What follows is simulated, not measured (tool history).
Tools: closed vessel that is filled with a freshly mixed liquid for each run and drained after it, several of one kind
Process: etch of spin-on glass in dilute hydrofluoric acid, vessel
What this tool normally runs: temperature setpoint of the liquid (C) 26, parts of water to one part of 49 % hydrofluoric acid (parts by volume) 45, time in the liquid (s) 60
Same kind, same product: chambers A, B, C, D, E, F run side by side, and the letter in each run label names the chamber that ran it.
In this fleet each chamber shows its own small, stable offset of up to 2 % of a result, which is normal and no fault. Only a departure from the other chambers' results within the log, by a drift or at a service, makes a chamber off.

run   hour  temperature setpoint of the liquid (C)  parts of water to one part of 49 % hydrofluoric acid (parts by volume)  time in the liquid (s)  hours since the thermometer was replaced  hours since the hydrofluoric acid flow meter was replaced  read-back film thickness of the spin-on glass reference wafer, read on the same gauge (nm)  thickness taken off the spin-on glass on a monitor wafer (angstrom)
 1A    9.1                                      26                                                                      45                      60                                       474                                                       1144                                                                                      80.004                                                               891.48
 2E   25.4                                      26                                                                      45                      60                                      1832                                                      326.9                                                                                      79.989                                                               867.42
 3B   37.9                                      26                                                                      45                      60                                    1006.2                                                      717.4                                                                                      79.954                                                               889.89
 4F     46                                      26                                                                      45                      60                                     105.6                                                      997.7                                                                                      79.992                                                               879.87
 5D   56.8                                      26                                                                      45                      60                                       347                                                      376.6                                                                                      80.017                                                               891.08
 6C   73.4                                      26                                                                      45                      60                                     580.5                                                      149.9                                                                                      79.978                                                               887.72
 7A   80.9                                      26                                                                      45                      60                                     545.8                                                     1215.8                                                                                      80.017                                                               881.58
 8D   92.5                                      26                                                                      45                      60                                     382.7                                                      412.3                                                                                       80.03                                                               883.01
 9E  108.1                                      26                                                                      45                      60                                    1914.7                                                      409.6                                                                                      80.002                                                               883.44
10C  115.8                                      26                                                                      45                      60                                     622.9                                                      192.3                                                                                      80.021                                                               900.27
11B  123.6                                      26                                                                      45                      60                                    1091.9                                                      803.1                                                                                      79.989                                                               889.86
12F  132.6                                    28.5                                                                      45                      60                                     192.2                                                     1084.3                                                                                      80.019                                                               963.49
13A  147.9                                    28.5                                                                      45                      60                                     612.8                                                     1282.8                                                                                      79.978                                                               989.12
14B  158.4                                    28.5                                                                      45                      60                                    1126.7                                                      837.9                                                                                      80.025                                                               977.44
15D  172.5                                    28.5                                                                      45                      60                                     462.7                                                      492.3                                                                                      80.006                                                               983.64
16F    180                                    28.5                                                                      45                      60                                     239.6                                                     1131.7                                                                                      80.021                                                               962.79
17C  192.6                                    28.5                                                                      45                      60                                     699.7                                                      269.1                                                                                      79.981                                                               994.12
18E  204.1                                      26                                                                      45                      60                                    2010.7                                                      505.6                                                                                       79.95                                                               853.22
19F  215.4                                      26                                                                      45                      60                                       275                                                     1167.1                                                                                       79.97                                                               883.98
20B  224.9                                      26                                                                      45                      60                                    1193.2                                                      904.4                                                                                       79.98                                                               898.39
21E  232.4                                      26                                                                      45                      60                                      2039                                                      533.9                                                                                      80.009                                                               845.12
     244.6  -- chamber B: thermometer replaced
22A  246.1                                      26                                                                      45                      60                                       711                                                       1381                                                                                      80.007                                                                889.5
23D  256.7                                      29                                                                      45                      35                                     546.9                                                      576.5                                                                                       80.04                                                               579.25
24C  272.1                                      29                                                                      45                      35                                     779.2                                                      348.6                                                                                      79.982                                                               594.04
25B  285.7                                      29                                                                      45                      35                                      41.2                                                      965.2                                                                                      80.045                                                               580.05
     299.9  -- chamber A: thermometer replaced
26D  301.4                                      29                                                                      45                      35                                     591.6                                                      621.2                                                                                      80.025                                                               578.81
     303.7  -- chamber E: thermometer replaced
27C    317                                      29                                                                      45                      35                                     824.1                                                      393.5                                                                                          80                                                               590.21
28E  330.6                                      29                                                                      45                      35                                      26.9                                                      632.1                                                                                      79.972                                                               542.49
29A    344                                      26                                                                      45                      60                                      44.1                                                     1478.9                                                                                      80.022                                                               903.49
30F  351.7                                      26                                                                      45                      60                                     411.3                                                     1303.4                                                                                      79.997                                                                869.8
31D  362.2                                      26                                                                      45                      60                                     652.4                                                        682                                                                                      79.999                                                               879.22
32B  376.3                                      26                                                                      45                      60                                     131.8                                                     1055.8                                                                                      80.003                                                               886.39
33A  387.6                                      26                                                                      45                      60                                      87.7                                                     1522.5                                                                                      80.009                                                               878.88
34C  400.1                                      26                                                                      45                      60                                     907.2                                                      476.6                                                                                      80.008                                                               898.08
35E  415.5                                      26                                                                      45                      60                                     111.8                                                        717                                                                                      79.967                                                               786.96
36F  428.3                                      26                                                                      45                      60                                     487.9                                                       1380                                                                                      80.027                                                               874.39
37A  435.7                                      26                                                                      45                      80                                     135.8                                                     1570.6                                                                                      80.017                                                               1176.2
38E  447.2                                      26                                                                      45                      80                                     143.5                                                      748.7                                                                                       80.01                                                               1044.2
39F  459.6                                      26                                                                      45                      80                                     519.2                                                     1411.3                                                                                      79.985                                                               1181.5

All 6 chambers run these settings next. Forecast each chamber's results:
40A  471.5                                      26                                                                      45                      60                                                                                                                                                                                                                                                                     ?
40B  471.5                                      26                                                                      45                      60                                                                                                                                                                                                                                                                     ?
40C  471.5                                      26                                                                      45                      60                                                                                                                                                                                                                                                                     ?
40D  471.5                                      26                                                                      45                      60                                                                                                                                                                                                                                                                     ?
40E  471.5                                      26                                                                      45                      60                                                                                                                                                                                                                                                                     ?
40F  471.5                                      26                                                                      45                      60                                                                                                                                                                                                                                                                     ?

run  thickness taken off the spin-on glass on a monitor wafer (angstrom)
40A                                                               885.23
40B                                                               890.13
40C                                                               892.82
40D                                                               886.09
40E                                                               790.71
40F                                                               862.64

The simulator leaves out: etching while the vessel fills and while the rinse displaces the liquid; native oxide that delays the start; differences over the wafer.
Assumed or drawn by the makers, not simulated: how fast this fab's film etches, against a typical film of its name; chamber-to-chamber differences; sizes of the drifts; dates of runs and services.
